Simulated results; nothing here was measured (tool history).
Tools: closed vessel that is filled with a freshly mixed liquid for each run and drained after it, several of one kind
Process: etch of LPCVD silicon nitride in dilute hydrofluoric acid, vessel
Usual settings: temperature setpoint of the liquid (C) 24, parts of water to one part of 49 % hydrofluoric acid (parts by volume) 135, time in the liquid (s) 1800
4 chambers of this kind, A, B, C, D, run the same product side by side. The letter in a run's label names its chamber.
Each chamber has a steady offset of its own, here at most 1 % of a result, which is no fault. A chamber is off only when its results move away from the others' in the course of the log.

run	hour	temperature setpoint of the liquid (C)	parts of water to one part of 49 % hydrofluoric acid (parts by volume)	time in the liquid (s)	hours since the thermometer was replaced	hours since the hydrofluoric acid flow meter was replaced	read-back film thickness of the LPCVD silicon nitride reference wafer, read on the same gauge (nm)	thickness taken off the LPCVD silicon nitride on a monitor wafer (nm)
1C	8.9	24	135	1800	401.5	321.7	70.021	6.6425
2D	18	24	135	1800	148	534.8	69.994	6.6638
3B	24.1	24	135	1800	1690.9	956.6	69.963	6.7292
4A	34.3	24	135	1800	563.8	775.4	70.034	6.6083
5B	40.9	24	135	1800	1707.7	973.4	69.986	6.6603
6A	50.6	24	135	1800	580.1	791.7	70	6.6924
7C	59.4	24	135	1800	452	372.2	70.008	6.5473
8D	69.4	24	135	1800	199.4	586.2	69.996	6.5824
9B	74.1	24	135	1800	1740.9	1006.6	70.009	6.6984
10A	84.6	24	135	1800	614.1	825.7	69.979	6.6383
11C	92.4	24	135	1800	485	405.2	69.995	6.5567
12D	102	24	135	1800	232	618.8	69.979	6.6327
13B	107.9	24	160	1415	1774.7	1040.4	70.025	4.3619
14C	115.8	24	160	1415	508.4	428.6	69.969	4.4313
15A	121.6	24	160	1415	651.1	862.7	70.005	4.4153
16D	131.5	24	160	1415	261.5	648.3	70.026	4.4577
17B	139.8	24	135	1800	1806.6	1072.3	69.991	6.497
18D	147	24	135	1800	277	663.8	70.002	6.6879
19A	157.1	24	135	2170	686.6	898.2	70.01	7.9573
# hour 160.9: chamber B: thermometer replaced
20C	164.2	24	135	2170	556.8	477	70.016	7.9413
21C	173.2	24	135	2170	565.8	486	70.013	7.9405
22A	183.3	24	135	2170	712.8	924.4	70.004	8.0047
23B	188.6	24	135	1800	27.8	1121.1	69.986	6.3849
24D	197.8	20	135	1800	327.8	714.6	69.986	5.098
25C	208.1	20	135	1800	600.7	520.9	69.998	5.075
26D	217.5	20	135	1800	347.5	734.3	69.956	5.0631
27B	224.6	20	135	1800	63.8	1157.1	69.996	4.8274
28A	230.6	24	135	1800	760.1	971.7	70.006	6.6515
29A	235.2	24	135	1800	764.7	976.3	70.015	6.6202
30C	240.2	24	135	1800	632.8	553	70.016	6.6004
31B	246.7	24	135	1800	85.9	1179.2	70.005	6.2179
32D	253.7	22	110	1800	383.7	770.5	69.955	7.1315

Is one chamber off against the others, does the gauge drift, or is nothing wrong? If a chamber is off, say which, and what the likeliest cause is.

Chamber B drifts away from the others.
Cause: hydrofluoric acid flow below the setpoint (%) = 7.33.

Here are 4 candidates for chamber B's next run, each the usual settings with a change, their results left as question marks. Which one brings its results back in line with what the others give on the usual settings?
In line means no further than this from the other chambers' mean on the usual settings: thickness taken off the LPCVD silicon nitride on a monitor wafer (nm) 0.14
33B-1	261.3	24	135	1835				?
33B-2	261.3	24	135	1755				?
33B-3	261.3	24	135	1675				?
33B-4	261.3	24	130	1860				?

The other chambers' mean on the usual settings: thickness taken off the LPCVD silicon nitride on a monitor wafer (nm) 6.6423
run	thickness taken off the LPCVD silicon nitride on a monitor wafer (nm)
33B-1	6.2976
33B-2	6.023
33B-3	5.7484
33B-4	6.6283
33B-4 brings the chamber back in line.
